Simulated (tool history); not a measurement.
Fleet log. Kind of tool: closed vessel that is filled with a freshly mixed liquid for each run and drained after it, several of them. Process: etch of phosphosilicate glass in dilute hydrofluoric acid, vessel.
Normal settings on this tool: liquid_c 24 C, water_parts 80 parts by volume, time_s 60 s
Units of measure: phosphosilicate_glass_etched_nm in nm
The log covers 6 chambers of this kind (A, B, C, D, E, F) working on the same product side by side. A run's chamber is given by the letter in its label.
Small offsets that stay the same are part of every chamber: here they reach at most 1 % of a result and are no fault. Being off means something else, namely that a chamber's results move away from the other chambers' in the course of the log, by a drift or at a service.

run   hour  liquid_c  water_parts  time_s  read-back film thickness of the phosphosilicate glass reference wafer, read on the same gauge (nm)  phosphosilicate_glass_etched_nm
 1F   10.7        24           80      60                                                                                              49.983                           45.903
 2B     22        24           80      60                                                                                              49.991                           46.864
 3E   33.1        24           80      60                                                                                              50.018                           45.907
 4A   46.6        24           80      60                                                                                              50.009                           46.292
 5D   57.8        24           80      60                                                                                              49.998                            45.87
 6C   67.1        24           80      60                                                                                              49.988                           46.009
 7C   76.4      22.5           65      60                                                                                              49.979                           54.682
 8D   85.8      22.5           65      60                                                                                               49.97                           54.114
 9B   98.1      22.5           65      60                                                                                               49.99                           55.197
     104.1  -- chamber A: hydrofluoric acid flow meter replaced
10F  108.1      22.5           65      60                                                                                              50.016                           53.879
11A    115      22.5           65      60                                                                                              49.991                           54.899
12E  123.7      22.5           65      60                                                                                              50.004                           52.897
13A  137.2        24           80      60                                                                                              50.011                           46.231
14F  147.8        24           80      60                                                                                              50.004                           45.034
15C  160.6        24           80      60                                                                                              49.985                           46.142
16D    173        24           80      60                                                                                              50.005                            45.67
17E  186.3        24           80      60                                                                                               50.03                           45.676
18B    193        24           80      60                                                                                              50.003                           45.975
19C  205.2        24           80      60                                                                                              49.977                           46.442
20B  214.5        24           80      60                                                                                              50.004                           46.402
21F  226.8        24           80      60                                                                                              49.992                           43.652
22D    235        24           80      60                                                                                              50.008                           45.722
23E  246.7        24           80      60                                                                                              49.991                           45.403
24A  258.1        24           80      60                                                                                              49.979                             46.1
25C    270        24           80      60                                                                                              50.009                           46.185
26F  279.6        24           80      60                                                                                              49.999                           43.053
27E  287.6        24           80      60                                                                                              49.982                             45.2
     295.9  -- chamber B: hydrofluoric acid flow meter replaced
28B  299.7        24           45      80                                                                                               50.01                           114.02
29D  309.4        24           45      80                                                                                              49.995                           113.02
30A    317        24           45      80                                                                                              49.998                           114.75
31F  328.9        24           45      80                                                                                              49.987                           107.48
32C  338.7        24           45      80                                                                                               49.99                           116.28
33A  352.3        24           45      80                                                                                              49.984                           112.87
34D    364        24           80      60                                                                                              50.008                           46.387
35B  375.6        24           80      60                                                                                               50.01                           46.648
36E  388.6        24           80      60                                                                                              49.992                           45.603
37E  397.2        24           80      60                                                                                              50.004                           45.818
38C  405.7        24           80      60                                                                                              50.002                           46.017
39A  416.5        24           80      60                                                                                              49.992                           46.287
40B  428.4        21           80      85                                                                                              50.007                           58.732
41D  439.3        21           80      85                                                                                              50.004                            58.17

Does one chamber stand apart from the rest, does the shared gauge drift, or is all well apart from small per-chamber offsets? Give the chamber and the most likely cause, where there is one.

Little by little, chamber F moves away from the other chambers.
Most likely cause: hydrofluoric acid flow below the setpoint (%) = 10.2.
With only this log, it may be confused with: liquid colder than its thermometer reads (K).

Below are 4 candidate recipes for chamber F's next run, each the usual settings with a change, their results shown as question marks. Which of them brings F's results back in line with what the other chambers give on the usual settings?
Maximum distance from the other chambers' mean on the usual settings for a result to count as in line: phosphosilicate_glass_etched_nm 1.4 nm
42F-1  449.3        23           80      60                                                                                                                                    ?
42F-2  449.3        25           80      60                                                                                                                                    ?
42F-3  449.3      23.5           80      55                                                                                                                                    ?
42F-4  449.3        27           80      60                                                                                                                                    ?

What the other chambers average on the usual settings: phosphosilicate_glass_etched_nm 46.055 nm
  run  phosphosilicate_glass_etched_nm
42F-1                           39.352
42F-2                           42.589
42F-3                           36.805
42F-4                           46.047
Change 42F-4 lands the chamber within the allowed miss of the other chambers.
